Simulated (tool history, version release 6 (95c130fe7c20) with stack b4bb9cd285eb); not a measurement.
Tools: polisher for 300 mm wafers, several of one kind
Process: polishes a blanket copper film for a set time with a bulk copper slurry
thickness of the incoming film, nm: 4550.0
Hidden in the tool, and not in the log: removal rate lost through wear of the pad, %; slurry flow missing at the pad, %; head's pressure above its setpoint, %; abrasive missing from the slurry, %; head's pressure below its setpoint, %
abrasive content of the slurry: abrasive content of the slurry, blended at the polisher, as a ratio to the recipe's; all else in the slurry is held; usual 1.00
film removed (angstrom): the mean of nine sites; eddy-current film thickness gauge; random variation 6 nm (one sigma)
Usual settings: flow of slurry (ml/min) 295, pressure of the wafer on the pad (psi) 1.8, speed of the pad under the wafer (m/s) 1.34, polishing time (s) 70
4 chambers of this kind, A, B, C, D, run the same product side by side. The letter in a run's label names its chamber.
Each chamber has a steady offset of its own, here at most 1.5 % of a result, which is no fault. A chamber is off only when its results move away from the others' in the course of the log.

| run | hour | flow of slurry (ml/min) | pressure of the wafer on the pad (psi) | speed of the pad under the wafer (m/s) | abrasive content of the slurry | polishing time (s) | wafers polished on this pad | hours since the slurry nozzle was cleaned | hours since the head pressure was calibrated | hours since the slurry blender was calibrated | film removed (angstrom) |
|---|---|---|---|---|---|---|---|---|---|---|---|
|  | 0.5 | chamber D: worn pad replaced by a new one |
| 1A | 8.0 | 295 | 1.8 | 1.34 | 1.00 | 70 | 866 | 99.4 | 588.1 | 263.1 | 5570.4 |
| 2B | 13.8 | 295 | 1.8 | 1.34 | 1.00 | 70 | 158 | 129.1 | 21.0 | 24.0 | 5511.2 |
| 3C | 19.8 | 295 | 1.8 | 1.34 | 1.00 | 70 | 359 | 220.6 | 971.5 | 42.2 | 5490.2 |
| 4D | 29.3 | 295 | 1.8 | 1.34 | 1.00 | 70 | 244 | 360.4 | 131.3 | 85.7 | 5584.6 |
| 5D | 42.4 | 295 | 1.8 | 1.34 | 1.00 | 70 | 355 | 373.5 | 144.4 | 98.8 | 5616.4 |
|  | 43.5 | chamber A: worn pad replaced by a new one |
| 6A | 51.0 | 295 | 1.8 | 1.34 | 1.00 | 70 | 64 | 142.4 | 631.1 | 306.1 | 5514.9 |
| 7B | 61.2 | 295 | 1.8 | 1.34 | 1.00 | 70 | 560 | 176.5 | 68.4 | 71.4 | 5527.7 |
|  | 72.9 | chamber A: slurry blender recalibrated |
|  | 74.5 | chamber C: head pressure recalibrated |
| 8C | 74.7 | 295 | 1.3 | 1.34 | 1.00 | 70 | 824 | 275.5 | 0.3 | 97.1 | 4045.2 |
| 9B | 82.2 | 295 | 1.3 | 1.34 | 1.00 | 70 | 738 | 197.5 | 89.4 | 92.4 | 4077.3 |
|  | 87.6 | chamber D: worn pad replaced by a new one |
| 10C | 92.2 | 295 | 1.3 | 1.34 | 1.00 | 70 | 973 | 293.0 | 17.8 | 114.6 | 4026.8 |
|  | 99.9 | chamber C: worn pad replaced by a new one |
| 11D | 100.2 | 295 | 1.3 | 1.34 | 1.00 | 70 | 107 | 431.3 | 202.2 | 156.6 | 3909.1 |
|  | 104.2 | chamber C: slurry blender recalibrated |
| 12A | 110.8 | 295 | 1.8 | 1.34 | 1.00 | 70 | 570 | 202.2 | 690.9 | 38.0 | 5606.0 |
| 13B | 123.8 | 295 | 1.8 | 1.34 | 1.00 | 70 | 1090 | 239.1 | 131.0 | 134.0 | 5462.0 |
|  | 125.6 | chamber B: slurry blender recalibrated |
| 14A | 134.5 | 295 | 2.1 | 1.62 | 1.00 | 70 | 771 | 225.9 | 714.6 | 61.7 | 7817.6 |
|  | 137.5 | chamber B: worn pad replaced by a new one |
| 15D | 143.5 | 295 | 2.1 | 1.62 | 1.00 | 70 | 474 | 474.6 | 245.5 | 199.9 | 7886.4 |
|  | 146.3 | chamber D: slurry nozzle cleaned |
| 16C | 152.6 | 295 | 2.1 | 1.62 | 1.00 | 70 | 447 | 353.4 | 78.2 | 48.4 | 7830.8 |
|  | 158.4 | chamber D: worn pad replaced by a new one |
| 17C | 159.6 | 295 | 2.1 | 1.62 | 1.00 | 70 | 506 | 360.4 | 85.2 | 55.4 | 7870.9 |
|  | 163.9 | chamber C: slurry nozzle cleaned |
| 18B | 169.5 | 295 | 1.8 | 1.14 | 1.00 | 70 | 271 | 284.8 | 176.7 | 44.0 | 4711.0 |
|  | 176.8 | chamber A: worn pad replaced by a new one |
| 19D | 182.6 | 295 | 1.8 | 1.14 | 1.00 | 70 | 205 | 36.3 | 284.6 | 239.0 | 4649.2 |
| 20A | 196.0 | 295 | 1.8 | 1.14 | 1.00 | 70 | 163 | 287.4 | 776.1 | 123.2 | 4698.1 |
| 21A | 207.5 | 295 | 1.8 | 1.14 | 1.00 | 70 | 260 | 298.9 | 787.6 | 134.7 | 4771.1 |
|  | 210.6 | chamber C: slurry blender recalibrated |
|  | 213.1 | chamber C: worn pad replaced by a new one |
| 22B | 216.1 | 295 | 1.8 | 1.34 | 1.00 | 70 | 666 | 331.4 | 223.3 | 90.6 | 5408.6 |
| 23D | 227.7 | 380 | 1.8 | 1.34 | 1.00 | 59 | 587 | 81.4 | 329.7 | 284.1 | 4534.2 |
|  | 237.8 | chamber D: worn pad replaced by a new one |
| 24C | 238.6 | 380 | 1.8 | 1.34 | 1.00 | 59 | 216 | 74.7 | 164.2 | 28.1 | 4784.3 |
|  | 245.4 | chamber D: head pressure recalibrated |
| 25C | 247.8 | 380 | 1.8 | 1.34 | 1.00 | 59 | 294 | 83.9 | 173.4 | 37.3 | 4862.1 |
| 26B | 257.2 | 380 | 1.8 | 1.34 | 1.00 | 59 | 1014 | 372.5 | 264.4 | 131.7 | 4707.8 |
| 27D | 269.3 | 295 | 1.8 | 1.34 | 1.00 | 70 | 267 | 123.0 | 24.0 | 325.7 | 5377.9 |
|  | 276.5 | chamber B: slurry blender recalibrated |
| 28A | 281.8 | 295 | 1.8 | 0.98 | 1.20 | 70 | 890 | 373.2 | 861.9 | 209.0 | 4254.4 |
|  | 283.2 | chamber B: worn pad replaced by a new one |
| 29A | 288.0 | 295 | 1.8 | 0.98 | 1.20 | 70 | 942 | 379.4 | 868.1 | 215.2 | 4182.6 |
| 30D | 297.1 | 295 | 1.8 | 0.98 | 1.20 | 70 | 502 | 150.8 | 51.8 | 353.5 | 4052.8 |
|  | 302.7 | chamber A: worn pad replaced by a new one |
| 31C | 306.0 | 295 | 1.8 | 0.98 | 1.20 | 70 | 787 | 142.1 | 231.6 | 95.5 | 4257.5 |
| 32B | 313.7 | 205 | 1.8 | 1.34 | 1.30 | 70 | 258 | 429.0 | 320.9 | 37.3 | 5533.9 |
|  | 315.4 | chamber C: slurry blender recalibrated |
| 33C | 321.2 | 205 | 1.8 | 1.34 | 1.30 | 70 | 915 | 157.3 | 246.8 | 5.8 | 5585.3 |
|  | 328.7 | chamber D: worn pad replaced by a new one |
| 34A | 334.5 | 205 | 1.8 | 1.34 | 1.30 | 70 | 270 | 425.9 | 914.6 | 261.7 | 5658.0 |
|  | 338.3 | chamber A: head pressure recalibrated |
| 35B | 341.9 | 205 | 1.8 | 1.34 | 1.30 | 70 | 497 | 457.2 | 349.1 | 65.5 | 5568.2 |
|  | 344.4 | chamber C: worn pad replaced by a new one |
| 36D | 348.8 | 295 | 1.8 | 1.34 | 1.00 | 70 | 170 | 202.5 | 103.5 | 405.2 | 5334.9 |
|  | 356.4 | chamber A: slurry blender recalibrated |
| 37C | 357.1 | 295 | 1.8 | 1.34 | 1.00 | 70 | 108 | 193.2 | 282.7 | 41.7 | 5514.0 |
| 38D | 364.8 | 295 | 1.8 | 1.34 | 1.00 | 70 | 305 | 218.5 | 119.5 | 421.2 | 5200.0 |
| 39A | 371.1 | 295 | 1.8 | 1.34 | 1.00 | 70 | 580 | 462.5 | 32.9 | 14.8 | 5435.7 |
| 40B | 380.7 | 295 | 1.8 | 1.34 | 1.00 | 70 | 826 | 496.0 | 387.9 | 104.3 | 5465.3 |
| 41A | 391.8 | 295 | 1.8 | 1.34 | 1.00 | 70 | 755 | 483.2 | 53.6 | 35.5 | 5486.3 |
| 42C | 404.2 | 295 | 1.8 | 1.34 | 1.00 | 70 | 507 | 240.3 | 329.8 | 88.8 | 5632.3 |

What goes on in this fleet: one chamber off, a drifting gauge, or nothing beyond the chambers' own small offsets? Name the chamber and the cause, if any.

Chamber D drifts away from the others.
Cause: abrasive missing from the slurry, % = 23.8.

Here are 4 candidates for chamber D's next run, each the usual settings with a change, their results left as question marks. Which one brings its results back in line with what the others give on the usual settings?
In line means no further than this from the other chambers' mean on the usual settings: film removed (angstrom) 210.0
| 43D-1 | 413.9 | 295 | 1.8 | 1.38 | 1.00 | 72 |  |  |  |  | ? |
| 43D-2 | 413.9 | 295 | 1.7 | 1.30 | 1.00 | 68 |  |  |  |  | ? |
| 43D-3 | 413.9 | 295 | 1.9 | 1.38 | 1.00 | 72 |  |  |  |  | ? |
| 43D-4 | 413.9 | 295 | 1.8 | 1.30 | 1.00 | 68 |  |  |  |  | ? |

The other chambers' mean on the usual settings: film removed (angstrom) 5497.5
| run | film removed (angstrom) |
|---|---|
| 43D-1 | 5537.6 |
| 43D-2 | 4659.6 |
| 43D-3 | 5840.6 |
| 43D-4 | 4929.3 |
43D-1 brings the chamber back in line.
